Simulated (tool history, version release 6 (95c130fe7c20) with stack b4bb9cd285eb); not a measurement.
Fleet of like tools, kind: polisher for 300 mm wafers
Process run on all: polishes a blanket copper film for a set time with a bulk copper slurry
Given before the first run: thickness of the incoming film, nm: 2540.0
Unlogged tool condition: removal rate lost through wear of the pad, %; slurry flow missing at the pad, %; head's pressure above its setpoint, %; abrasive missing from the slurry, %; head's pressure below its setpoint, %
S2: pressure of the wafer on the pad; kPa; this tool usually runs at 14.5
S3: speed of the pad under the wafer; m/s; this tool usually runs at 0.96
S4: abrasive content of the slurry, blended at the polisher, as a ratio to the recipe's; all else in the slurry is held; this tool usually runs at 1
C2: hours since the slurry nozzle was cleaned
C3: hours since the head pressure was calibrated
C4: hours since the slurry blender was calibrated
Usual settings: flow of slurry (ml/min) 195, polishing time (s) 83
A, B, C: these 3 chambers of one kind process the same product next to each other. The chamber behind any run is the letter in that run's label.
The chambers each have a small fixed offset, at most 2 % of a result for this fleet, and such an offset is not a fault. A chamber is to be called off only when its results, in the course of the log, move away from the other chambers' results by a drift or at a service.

-- day=0.079 chamber C: slurry blender recalibrated
run 1C day=0.208 | flow_of_slurry_(ml/min)=195 S2=14.5 S3=0.96 S4=1 polishing_time_(s)=83 | wafers_polished_on_this_pad=772 C2=410.3 C3=22.7 C4=3.2 | film_removed_(angstrom)=6283.9
-- day=0.362 chamber A: worn pad replaced by a new one
run 2A day=0.542 | flow_of_slurry_(ml/min)=195 S2=14.5 S3=0.96 S4=1 polishing_time_(s)=83 | wafers_polished_on_this_pad=50 C2=17.8 C3=111.2 C4=104.1 | film_removed_(angstrom)=6636.2
-- day=0.733 chamber C: worn pad replaced by a new one
run 3B day=0.842 | flow_of_slurry_(ml/min)=195 S2=14.5 S3=0.96 S4=1 polishing_time_(s)=83 | wafers_polished_on_this_pad=874 C2=341.3 C3=623.5 C4=327 | film_removed_(angstrom)=6302.7
run 4B day=1.167 | flow_of_slurry_(ml/min)=195 S2=14.5 S3=0.96 S4=1 polishing_time_(s)=83 | wafers_polished_on_this_pad=965 C2=349.1 C3=631.3 C4=334.8 | film_removed_(angstrom)=6270.4
run 5C day=1.521 | flow_of_slurry_(ml/min)=195 S2=14.5 S3=0.96 S4=1 polishing_time_(s)=83 | wafers_polished_on_this_pad=219 C2=441.8 C3=54.2 C4=34.7 | film_removed_(angstrom)=6319.4
run 6A day=1.921 | flow_of_slurry_(ml/min)=195 S2=14.5 S3=0.96 S4=1 polishing_time_(s)=83 | wafers_polished_on_this_pad=434 C2=50.9 C3=144.3 C4=137.2 | film_removed_(angstrom)=6414.5
-- day=2.188 chamber B: worn pad replaced by a new one
run 7C day=2.275 | flow_of_slurry_(ml/min)=195 S2=14.5 S3=0.96 S4=1 polishing_time_(s)=83 | wafers_polished_on_this_pad=429 C2=459.9 C3=72.3 C4=52.8 | film_removed_(angstrom)=6446.5
run 8B day=2.629 | flow_of_slurry_(ml/min)=195 S2=14.5 S3=0.96 S4=1 polishing_time_(s)=83 | wafers_polished_on_this_pad=123 C2=384.2 C3=666.4 C4=369.9 | film_removed_(angstrom)=6163
run 9A day=2.908 | flow_of_slurry_(ml/min)=195 S2=14.5 S3=0.96 S4=1 polishing_time_(s)=83 | wafers_polished_on_this_pad=709 C2=74.6 C3=168 C4=160.9 | film_removed_(angstrom)=6513.5
run 10A day=3.138 | flow_of_slurry_(ml/min)=195 S2=14.5 S3=0.96 S4=1 polishing_time_(s)=83 | wafers_polished_on_this_pad=773 C2=80.1 C3=173.5 C4=166.4 | film_removed_(angstrom)=6508.6
-- day=3.358 chamber C: worn pad replaced by a new one
run 11B day=3.362 | flow_of_slurry_(ml/min)=195 S2=14.5 S3=0.96 S4=1 polishing_time_(s)=83 | wafers_polished_on_this_pad=327 C2=401.8 C3=684 C4=387.5 | film_removed_(angstrom)=6043
run 12C day=3.662 | flow_of_slurry_(ml/min)=195 S2=14.5 S3=0.96 S4=1 polishing_time_(s)=83 | wafers_polished_on_this_pad=85 C2=493.2 C3=105.6 C4=86.1 | film_removed_(angstrom)=6178.1
run 13B day=3.975 | flow_of_slurry_(ml/min)=195 S2=14.5 S3=0.96 S4=1 polishing_time_(s)=83 | wafers_polished_on_this_pad=497 C2=416.5 C3=698.7 C4=402.2 | film_removed_(angstrom)=6136.6
run 14A day=4.171 | flow_of_slurry_(ml/min)=195 S2=14.5 S3=0.96 S4=1 polishing_time_(s)=83 | wafers_polished_on_this_pad=1060 C2=104.9 C3=198.3 C4=191.2 | film_removed_(angstrom)=6636.5
run 15C day=4.412 | flow_of_slurry_(ml/min)=195 S2=14.5 S3=0.96 S4=1 polishing_time_(s)=83 | wafers_polished_on_this_pad=294 C2=511.2 C3=123.6 C4=104.1 | film_removed_(angstrom)=6385
run 16A day=4.712 | flow_of_slurry_(ml/min)=195 S2=14.5 S3=0.96 S4=1 polishing_time_(s)=83 | wafers_polished_on_this_pad=1211 C2=117.9 C3=211.3 C4=204.2 | film_removed_(angstrom)=6498
run 17B day=4.917 | flow_of_slurry_(ml/min)=195 S2=14.5 S3=0.96 S4=1 polishing_time_(s)=83 | wafers_polished_on_this_pad=759 C2=439.1 C3=721.3 C4=424.8 | film_removed_(angstrom)=5884.7
-- day=5.117 chamber A: worn pad replaced by a new one
run 18C day=5.325 | flow_of_slurry_(ml/min)=195 S2=14.5 S3=0.96 S4=1 polishing_time_(s)=83 | wafers_polished_on_this_pad=548 C2=533.1 C3=145.5 C4=126 | film_removed_(angstrom)=6334.8
run 19C day=5.596 | flow_of_slurry_(ml/min)=195 S2=14.5 S3=0.96 S4=1 polishing_time_(s)=83 | wafers_polished_on_this_pad=623 C2=539.6 C3=152 C4=132.5 | film_removed_(angstrom)=6356.3
-- day=5.904 chamber B: slurry blender recalibrated
run 20B day=5.917 | flow_of_slurry_(ml/min)=195 S2=14.5 S3=0.96 S4=1 polishing_time_(s)=83 | wafers_polished_on_this_pad=1038 C2=463.1 C3=745.3 C4=0.3 | film_removed_(angstrom)=5690.3
-- day=6.054 chamber B: worn pad replaced by a new one
-- day=6.204 chamber C: worn pad replaced by a new one
run 21A day=6.212 | flow_of_slurry_(ml/min)=195 S2=14.5 S3=0.96 S4=1 polishing_time_(s)=83 | wafers_polished_on_this_pad=305 C2=153.9 C3=247.3 C4=240.2 | film_removed_(angstrom)=6528
run 22A day=6.462 | flow_of_slurry_(ml/min)=195 S2=14.5 S3=0.96 S4=1 polishing_time_(s)=83 | wafers_polished_on_this_pad=375 C2=159.9 C3=253.3 C4=246.2 | film_removed_(angstrom)=6443.4
run 23C day=6.846 | flow_of_slurry_(ml/min)=195 S2=14.5 S3=0.96 S4=1 polishing_time_(s)=83 | wafers_polished_on_this_pad=178 C2=569.6 C3=182 C4=162.5 | film_removed_(angstrom)=6328.7
-- day=7.096 chamber B: slurry nozzle cleaned
run 24B day=7.262 | flow_of_slurry_(ml/min)=195 S2=14.5 S3=0.96 S4=1 polishing_time_(s)=83 | wafers_polished_on_this_pad=337 C2=4.1 C3=777.6 C4=32.6 | film_removed_(angstrom)=5840.1
run 25B day=7.638 | flow_of_slurry_(ml/min)=195 S2=14.5 S3=0.96 S4=1 polishing_time_(s)=83 | wafers_polished_on_this_pad=441 C2=13.1 C3=786.6 C4=41.6 | film_removed_(angstrom)=5735.5
run 26A day=7.925 | flow_of_slurry_(ml/min)=195 S2=14.5 S3=0.96 S4=1 polishing_time_(s)=83 | wafers_polished_on_this_pad=782 C2=195 C3=288.4 C4=281.3 | film_removed_(angstrom)=6429.2
run 27C day=8.183 | flow_of_slurry_(ml/min)=195 S2=14.5 S3=0.96 S4=1 polishing_time_(s)=83 | wafers_polished_on_this_pad=550 C2=601.7 C3=214.1 C4=194.6 | film_removed_(angstrom)=6359.2
run 28A day=8.517 | flow_of_slurry_(ml/min)=135 S2=14.5 S3=0.96 S4=1 polishing_time_(s)=83 | wafers_polished_on_this_pad=946 C2=209.2 C3=302.6 C4=295.5 | film_removed_(angstrom)=6014.6

Next, all 3 chambers run the settings below, one line each with question marks for the results. What does each chamber give?
run 29A day=8.821 | flow_of_slurry_(ml/min)=195 S2=14.5 S3=0.96 S4=1 polishing_time_(s)=83 | film_removed_(angstrom)=?
run 29B day=8.821 | flow_of_slurry_(ml/min)=195 S2=14.5 S3=0.96 S4=1 polishing_time_(s)=83 | film_removed_(angstrom)=?
run 29C day=8.821 | flow_of_slurry_(ml/min)=195 S2=14.5 S3=0.96 S4=1 polishing_time_(s)=83 | film_removed_(angstrom)=?

run=29A film_removed_(angstrom)=6404.8
run=29B film_removed_(angstrom)=5654.3
run=29C film_removed_(angstrom)=6283.5
